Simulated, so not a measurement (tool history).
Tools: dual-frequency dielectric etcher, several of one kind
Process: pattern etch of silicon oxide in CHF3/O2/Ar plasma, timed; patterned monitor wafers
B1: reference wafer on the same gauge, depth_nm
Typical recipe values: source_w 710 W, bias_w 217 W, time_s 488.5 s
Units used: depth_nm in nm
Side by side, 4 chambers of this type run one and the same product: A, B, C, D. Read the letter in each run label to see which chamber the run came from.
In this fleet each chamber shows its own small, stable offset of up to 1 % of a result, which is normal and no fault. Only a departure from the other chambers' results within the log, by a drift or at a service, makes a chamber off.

run 1A hour=10.8 | source_w=710 bias_w=217 time_s=488.5 | B1=1101.8 | depth_nm=1098.7
run 2C hour=20.4 | source_w=710 bias_w=217 time_s=488.5 | B1=1099.8 | depth_nm=1106
run 3B hour=26.6 | source_w=710 bias_w=217 time_s=488.5 | B1=1099.9 | depth_nm=1102.9
run 4D hour=39.4 | source_w=710 bias_w=217 time_s=488.5 | B1=1099.5 | depth_nm=1100.9
run 5D hour=51.3 | source_w=710 bias_w=217 time_s=488.5 | B1=1100.2 | depth_nm=1092.5
run 6A hour=58.1 | source_w=710 bias_w=217 time_s=488.5 | B1=1099.2 | depth_nm=1095.3
run 7B hour=64.6 | source_w=710 bias_w=217 time_s=488.5 | B1=1100.3 | depth_nm=1096.9
run 8C hour=72.6 | source_w=710 bias_w=217 time_s=488.5 | B1=1100.5 | depth_nm=1106.6
run 9C hour=80.1 | source_w=710 bias_w=217 time_s=488.5 | B1=1098.8 | depth_nm=1105.5
run 10D hour=86 | source_w=710 bias_w=178 time_s=610 | B1=1101.9 | depth_nm=1286.2
run 11B hour=98.3 | source_w=710 bias_w=178 time_s=610 | B1=1101.8 | depth_nm=1274.6
-- hour=106.9 chamber D: source power generator calibrated
run 12A hour=109.7 | source_w=710 bias_w=178 time_s=610 | B1=1100.3 | depth_nm=1283.5
run 13A hour=121.2 | source_w=710 bias_w=178 time_s=610 | B1=1100.8 | depth_nm=1285.7
run 14D hour=127.1 | source_w=710 bias_w=217 time_s=382 | B1=1099.7 | depth_nm=859.85
-- hour=132.8 chamber D: wet clean of the chamber
run 15C hour=140.6 | source_w=710 bias_w=217 time_s=382 | B1=1100 | depth_nm=867.28
run 16B hour=147.5 | source_w=710 bias_w=217 time_s=382 | B1=1100 | depth_nm=861.23
run 17B hour=157.3 | source_w=710 bias_w=217 time_s=382 | B1=1100.3 | depth_nm=854.34
-- hour=163.9 chamber C: wet clean of the chamber
-- hour=169.3 chamber B: bias power generator calibrated
run 18D hour=169.8 | source_w=710 bias_w=217 time_s=488.5 | B1=1099 | depth_nm=1102.1
run 19A hour=182.1 | source_w=710 bias_w=217 time_s=488.5 | B1=1101.5 | depth_nm=1104.8
run 20C hour=189.4 | source_w=710 bias_w=195 time_s=557 | B1=1099 | depth_nm=1265.4
-- hour=190.2 chamber B: source power generator calibrated
run 21D hour=198.4 | source_w=710 bias_w=195 time_s=557 | B1=1099.9 | depth_nm=1205.7
run 22C hour=211.3 | source_w=710 bias_w=195 time_s=557 | B1=1099.4 | depth_nm=1265.5
-- hour=217.9 chamber A: wet clean of the chamber
run 23B hour=219.8 | source_w=710 bias_w=195 time_s=557 | B1=1100.5 | depth_nm=1199.3
run 24A hour=231.7 | source_w=710 bias_w=217 time_s=488.5 | B1=1099.7 | depth_nm=1093.3
run 25A hour=242.6 | source_w=710 bias_w=217 time_s=488.5 | B1=1100 | depth_nm=1115.3
-- hour=249.8 chamber B: wet clean of the chamber
run 26B hour=249.8 | source_w=710 bias_w=217 time_s=488.5 | B1=1100.7 | depth_nm=1103.9
run 27C hour=258.1 | source_w=710 bias_w=217 time_s=488.5 | B1=1099.2 | depth_nm=1151.9
run 28D hour=270 | source_w=710 bias_w=217 time_s=488.5 | B1=1099.1 | depth_nm=1093.9
run 29A hour=278.9 | source_w=710 bias_w=217 time_s=488.5 | B1=1099.6 | depth_nm=1103.1
run 30B hour=287.6 | source_w=710 bias_w=217 time_s=488.5 | B1=1099.1 | depth_nm=1093
run 31C hour=294.8 | source_w=710 bias_w=217 time_s=419 | B1=1101.2 | depth_nm=991.79
run 32D hour=304.4 | source_w=710 bias_w=217 time_s=419 | B1=1097.7 | depth_nm=939.26
run 33C hour=316.9 | source_w=710 bias_w=217 time_s=419 | B1=1098.9 | depth_nm=981.73

Read the log: is a single chamber off, either drifting away or since a service, is the gauge that measures every chamber drifting, or is nothing wrong beyond small per-chamber offsets? Name any odd chamber and what most likely caused it.

A service left chamber C off against the others.
Cause: etch rate over this chamber's usual, % = 4.55.

Chamber C could run next with any of the 4 candidate recipes listed below; each alters the usual settings, and their results appear as question marks. Which one brings its results back in line with what the other chambers deliver on the usual settings?
In line here means within this much of the mean the other chambers give on the usual settings: depth_nm 23 nm
run 34C-1 hour=326.5 | source_w=710 bias_w=216 time_s=482.5 | depth_nm=?
run 34C-2 hour=326.5 | source_w=710 bias_w=217 time_s=495.5 | depth_nm=?
run 34C-3 hour=326.5 | source_w=710 bias_w=219 time_s=512 | depth_nm=?
run 34C-4 hour=326.5 | source_w=710 bias_w=185 time_s=488.5 | depth_nm=?

Usual-settings mean across the other chambers: depth_nm 1097.4 nm
run=34C-1 depth_nm=1141.7
run=34C-2 depth_nm=1174.4
run=34C-3 depth_nm=1217.4
run=34C-4 depth_nm=1096
It is 34C-4 that realigns the chamber with its peers.
